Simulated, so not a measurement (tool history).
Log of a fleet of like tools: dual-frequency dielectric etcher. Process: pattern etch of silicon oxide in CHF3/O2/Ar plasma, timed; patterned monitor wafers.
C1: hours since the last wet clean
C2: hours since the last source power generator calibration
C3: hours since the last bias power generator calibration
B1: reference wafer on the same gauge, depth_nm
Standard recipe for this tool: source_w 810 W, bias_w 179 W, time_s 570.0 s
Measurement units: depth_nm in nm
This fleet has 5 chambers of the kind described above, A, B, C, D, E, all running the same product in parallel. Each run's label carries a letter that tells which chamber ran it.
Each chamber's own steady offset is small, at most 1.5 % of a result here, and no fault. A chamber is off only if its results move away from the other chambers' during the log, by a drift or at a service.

{"run": "1D", "day": 0.479, "source_w": 810, "bias_w": 179, "time_s": 570.0, "C1": 286.1, "C2": 813.8, "C3": 1079.5, "B1": 1359.4, "depth_nm": 1258.9}
{"run": "2C", "day": 0.921, "source_w": 810, "bias_w": 179, "time_s": 570.0, "C1": 304.3, "C2": 1459.9, "C3": 855.8, "B1": 1360.6, "depth_nm": 1262.4}
{"run": "3A", "day": 1.254, "source_w": 810, "bias_w": 179, "time_s": 570.0, "C1": 102.9, "C2": 2569.6, "C3": 800.6, "B1": 1360.2, "depth_nm": 1253.6}
{"run": "4E", "day": 1.542, "source_w": 810, "bias_w": 179, "time_s": 570.0, "C1": 429.5, "C2": 2639.0, "C3": 2133.4, "B1": 1359.9, "depth_nm": 1241.1}
{"run": "5B", "day": 1.888, "source_w": 810, "bias_w": 179, "time_s": 570.0, "C1": 244.3, "C2": 243.8, "C3": 1037.8, "B1": 1358.6, "depth_nm": 1257.3}
{"run": "6C", "day": 2.242, "source_w": 810, "bias_w": 179, "time_s": 570.0, "C1": 336.0, "C2": 1491.6, "C3": 887.5, "B1": 1359.6, "depth_nm": 1259.4}
{"run": "7A", "day": 2.458, "source_w": 810, "bias_w": 179, "time_s": 570.0, "C1": 131.8, "C2": 2598.5, "C3": 829.5, "B1": 1360.1, "depth_nm": 1249.2}
{"run": "8D", "day": 2.771, "source_w": 810, "bias_w": 179, "time_s": 462.5, "C1": 341.1, "C2": 868.8, "C3": 1134.5, "B1": 1360.3, "depth_nm": 1016.6}
{"run": "9B", "day": 3.229, "source_w": 810, "bias_w": 179, "time_s": 462.5, "C1": 276.5, "C2": 276.0, "C3": 1070.0, "B1": 1360.2, "depth_nm": 1022.7}
{"day": 3.267, "done": "chamber E: wet clean of the chamber"}
{"run": "10E", "day": 3.696, "source_w": 810, "bias_w": 179, "time_s": 462.5, "C1": 10.3, "C2": 2690.7, "C3": 2185.1, "B1": 1360.1, "depth_nm": 1010.9}
{"run": "11A", "day": 4.062, "source_w": 810, "bias_w": 179, "time_s": 462.5, "C1": 170.3, "C2": 2637.0, "C3": 868.0, "B1": 1359.7, "depth_nm": 1013.2}
{"run": "12D", "day": 4.367, "source_w": 810, "bias_w": 179, "time_s": 462.5, "C1": 379.4, "C2": 907.1, "C3": 1172.8, "B1": 1359.8, "depth_nm": 1017.4}
{"run": "13B", "day": 4.704, "source_w": 750, "bias_w": 179, "time_s": 660.5, "C1": 311.9, "C2": 311.4, "C3": 1105.4, "B1": 1360.2, "depth_nm": 1417.7}
{"run": "14E", "day": 5.021, "source_w": 750, "bias_w": 179, "time_s": 660.5, "C1": 42.1, "C2": 2722.5, "C3": 2216.9, "B1": 1360.4, "depth_nm": 1403.5}
{"run": "15C", "day": 5.438, "source_w": 750, "bias_w": 179, "time_s": 660.5, "C1": 412.7, "C2": 1568.3, "C3": 964.2, "B1": 1359.4, "depth_nm": 1422.1}
{"run": "16C", "day": 5.742, "source_w": 750, "bias_w": 179, "time_s": 660.5, "C1": 420.0, "C2": 1575.6, "C3": 971.5, "B1": 1360.4, "depth_nm": 1423.6}
{"run": "17B", "day": 6.162, "source_w": 750, "bias_w": 179, "time_s": 660.5, "C1": 346.9, "C2": 346.4, "C3": 1140.4, "B1": 1359.9, "depth_nm": 1416.2}
{"run": "18A", "day": 6.429, "source_w": 810, "bias_w": 179, "time_s": 570.0, "C1": 227.1, "C2": 2693.8, "C3": 924.8, "B1": 1360.6, "depth_nm": 1255.8}
{"run": "19D", "day": 6.692, "source_w": 810, "bias_w": 145, "time_s": 519.5, "C1": 435.2, "C2": 962.9, "C3": 1228.6, "B1": 1360.2, "depth_nm": 1072.2}
{"day": 7.05, "done": "chamber C: wet clean of the chamber"}
{"run": "20E", "day": 7.104, "source_w": 810, "bias_w": 145, "time_s": 519.5, "C1": 92.1, "C2": 2772.5, "C3": 2266.9, "B1": 1360.5, "depth_nm": 1064.7}
{"day": 7.375, "done": "chamber B: wet clean of the chamber"}
{"run": "21B", "day": 7.571, "source_w": 810, "bias_w": 145, "time_s": 519.5, "C1": 4.8, "C2": 380.2, "C3": 1174.2, "B1": 1360.2, "depth_nm": 1073.9}
{"run": "22A", "day": 7.946, "source_w": 810, "bias_w": 145, "time_s": 519.5, "C1": 263.5, "C2": 2730.2, "C3": 961.2, "B1": 1360.8, "depth_nm": 1078.0}
{"run": "23C", "day": 8.429, "source_w": 810, "bias_w": 145, "time_s": 519.5, "C1": 33.1, "C2": 1640.1, "C3": 1036.0, "B1": 1360.4, "depth_nm": 1079.7}
{"run": "24D", "day": 8.683, "source_w": 810, "bias_w": 179, "time_s": 570.0, "C1": 483.0, "C2": 1010.7, "C3": 1276.4, "B1": 1359.9, "depth_nm": 1257.3}
{"run": "25E", "day": 9.125, "source_w": 810, "bias_w": 179, "time_s": 570.0, "C1": 140.6, "C2": 2821.0, "C3": 2315.4, "B1": 1360.4, "depth_nm": 1246.1}
{"run": "26D", "day": 9.538, "source_w": 810, "bias_w": 179, "time_s": 570.0, "C1": 503.5, "C2": 1031.2, "C3": 1296.9, "B1": 1359.1, "depth_nm": 1255.4}
{"run": "27A", "day": 10.012, "source_w": 810, "bias_w": 179, "time_s": 570.0, "C1": 313.1, "C2": 2779.8, "C3": 1010.8, "B1": 1359.8, "depth_nm": 1273.6}
{"run": "28C", "day": 10.446, "source_w": 810, "bias_w": 179, "time_s": 570.0, "C1": 81.5, "C2": 1688.5, "C3": 1084.4, "B1": 1359.4, "depth_nm": 1265.6}
{"run": "29B", "day": 10.675, "source_w": 810, "bias_w": 179, "time_s": 570.0, "C1": 79.3, "C2": 454.7, "C3": 1248.7, "B1": 1360.3, "depth_nm": 1261.2}
{"run": "30E", "day": 11.025, "source_w": 810, "bias_w": 179, "time_s": 570.0, "C1": 186.2, "C2": 2866.6, "C3": 2361.0, "B1": 1359.6, "depth_nm": 1241.3}
{"run": "31E", "day": 11.358, "source_w": 810, "bias_w": 179, "time_s": 570.0, "C1": 194.2, "C2": 2874.6, "C3": 2369.0, "B1": 1359.4, "depth_nm": 1245.6}
{"run": "32D", "day": 11.692, "source_w": 810, "bias_w": 179, "time_s": 570.0, "C1": 555.2, "C2": 1082.9, "C3": 1348.6, "B1": 1361.1, "depth_nm": 1249.7}
{"run": "33B", "day": 11.967, "source_w": 810, "bias_w": 179, "time_s": 570.0, "C1": 110.3, "C2": 485.7, "C3": 1279.7, "B1": 1360.6, "depth_nm": 1259.5}
{"run": "34C", "day": 12.333, "source_w": 810, "bias_w": 179, "time_s": 570.0, "C1": 126.8, "C2": 1733.8, "C3": 1129.7, "B1": 1359.0, "depth_nm": 1255.8}
{"run": "35A", "day": 12.754, "source_w": 810, "bias_w": 179, "time_s": 570.0, "C1": 378.9, "C2": 2845.6, "C3": 1076.6, "B1": 1359.3, "depth_nm": 1291.6}
{"run": "36A", "day": 13.079, "source_w": 810, "bias_w": 179, "time_s": 570.0, "C1": 386.7, "C2": 2853.4, "C3": 1084.4, "B1": 1359.9, "depth_nm": 1294.3}
{"run": "37D", "day": 13.429, "source_w": 810, "bias_w": 179, "time_s": 570.0, "C1": 596.9, "C2": 1124.6, "C3": 1390.3, "B1": 1360.8, "depth_nm": 1252.7}
{"run": "38E", "day": 13.646, "source_w": 810, "bias_w": 179, "time_s": 570.0, "C1": 249.1, "C2": 2929.5, "C3": 2423.9, "B1": 1360.6, "depth_nm": 1242.9}

Predict what each chamber gives when all 5 of them run the settings below next.
{"run": "39A", "day": 14.004, "source_w": 810, "bias_w": 138, "time_s": 570.0, "depth_nm": "?"}
{"run": "39B", "day": 14.004, "source_w": 810, "bias_w": 138, "time_s": 570.0, "depth_nm": "?"}
{"run": "39C", "day": 14.004, "source_w": 810, "bias_w": 138, "time_s": 570.0, "depth_nm": "?"}
{"run": "39D", "day": 14.004, "source_w": 810, "bias_w": 138, "time_s": 570.0, "depth_nm": "?"}
{"run": "39E", "day": 14.004, "source_w": 810, "bias_w": 138, "time_s": 570.0, "depth_nm": "?"}

run=39A depth_nm=1197.7
run=39B depth_nm=1151.4
run=39C depth_nm=1161.1
run=39D depth_nm=1155.2
run=39E depth_nm=1150.4

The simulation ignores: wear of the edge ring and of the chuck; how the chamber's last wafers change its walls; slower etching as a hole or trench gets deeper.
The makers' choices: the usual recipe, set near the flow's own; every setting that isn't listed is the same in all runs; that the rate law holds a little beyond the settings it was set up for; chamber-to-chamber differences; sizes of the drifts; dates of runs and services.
